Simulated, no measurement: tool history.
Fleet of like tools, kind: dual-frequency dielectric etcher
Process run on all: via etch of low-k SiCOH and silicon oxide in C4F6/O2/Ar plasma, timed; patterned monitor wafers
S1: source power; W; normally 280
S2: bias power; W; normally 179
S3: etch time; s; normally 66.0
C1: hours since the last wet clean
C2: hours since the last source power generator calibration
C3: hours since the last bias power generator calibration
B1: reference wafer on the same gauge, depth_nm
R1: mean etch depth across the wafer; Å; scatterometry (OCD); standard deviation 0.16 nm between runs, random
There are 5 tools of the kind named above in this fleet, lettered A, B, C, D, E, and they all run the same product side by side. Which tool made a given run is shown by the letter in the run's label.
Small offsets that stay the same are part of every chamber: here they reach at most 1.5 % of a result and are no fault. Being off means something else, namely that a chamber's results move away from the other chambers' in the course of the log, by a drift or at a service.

run	hour	S1	S2	S3	C1	C2	C3	B1	R1
1E	6.5	280	179	66.0	334.5	448.0	106.4	166.05	1492.1
2C	11.1	280	179	66.0	264.6	2955.8	1664.9	166.04	1500.1
3D	16.5	280	179	66.0	416.4	2029.9	3194.2	166.06	1498.4
4B	23.5	280	179	66.0	40.1	1280.2	733.3	166.05	1514.2
5A	29.7	280	141	75.5	344.8	313.8	4156.8	166.10	1590.0
6A	33.8	280	141	75.5	348.9	317.9	4160.9	166.20	1587.4
7D	37.6	280	141	75.5	437.5	2051.0	3215.3	166.13	1593.0
8E	40.9	280	141	75.5	368.9	482.4	140.8	166.20	1588.8
9C	45.0	280	141	75.5	298.5	2989.7	1698.8	166.20	1591.7
10B	49.2	280	179	66.0	65.8	1305.9	759.0	166.26	1517.4
11C	52.3	280	179	66.0	305.8	2997.0	1706.1	166.18	1501.1
12E	58.3	250	179	79.5	386.3	499.8	158.2	166.27	1722.9
13B	64.1	250	179	79.5	80.7	1320.8	773.9	166.29	1747.3
# hour 65.4: chamber D: wet clean of the chamber
14D	70.3	250	179	79.5	4.9	2083.7	3248.0	166.32	1730.3
15A	73.7	250	179	79.5	388.8	357.8	4200.8	166.32	1728.6
16C	80.8	250	179	79.5	334.3	3025.5	1734.6	166.33	1732.4
# hour 84.7: chamber C: bias power generator calibrated
17D	87.1	280	148	52.5	21.7	2100.5	3264.8	166.40	1121.4
18E	92.1	280	148	52.5	420.1	533.6	192.0	166.43	1123.5
# hour 94.1: chamber E: wet clean of the chamber
19B	96.8	280	148	52.5	113.4	1353.5	806.6	166.45	1141.8
20A	101.0	280	148	52.5	416.1	385.1	4228.1	166.46	1120.6
21C	105.9	280	148	52.5	359.4	3050.6	21.3	166.48	1126.4
22A	111.7	280	179	66.0	426.8	395.8	4238.8	166.48	1497.6
23E	116.4	280	179	66.0	22.4	557.9	216.3	166.53	1497.1
24B	122.2	280	179	66.0	138.8	1378.9	832.0	166.54	1520.5
25D	125.6	280	179	66.0	60.2	2139.0	3303.3	166.58	1503.2
26B	132.0	280	179	66.0	148.6	1388.7	841.8	166.55	1522.6
# hour 132.6: chamber A: wet clean of the chamber
27C	136.7	280	179	66.0	390.2	3081.4	52.1	166.61	1504.6
28E	142.5	280	179	66.0	48.5	584.0	242.4	166.62	1501.2
29A	147.5	340	221	66.0	15.0	431.6	4274.6	166.70	1730.8
30D	153.3	340	221	66.0	87.9	2166.7	3331.0	166.71	1735.6

Is one chamber off against the others, does the gauge drift, or is nothing wrong? If a chamber is off, say which, and what the likeliest cause is.

The shared gauge is drifting. All chambers look as if they move in step, but none is off.
What lies behind it: gauge reads high (%) = 0.444.
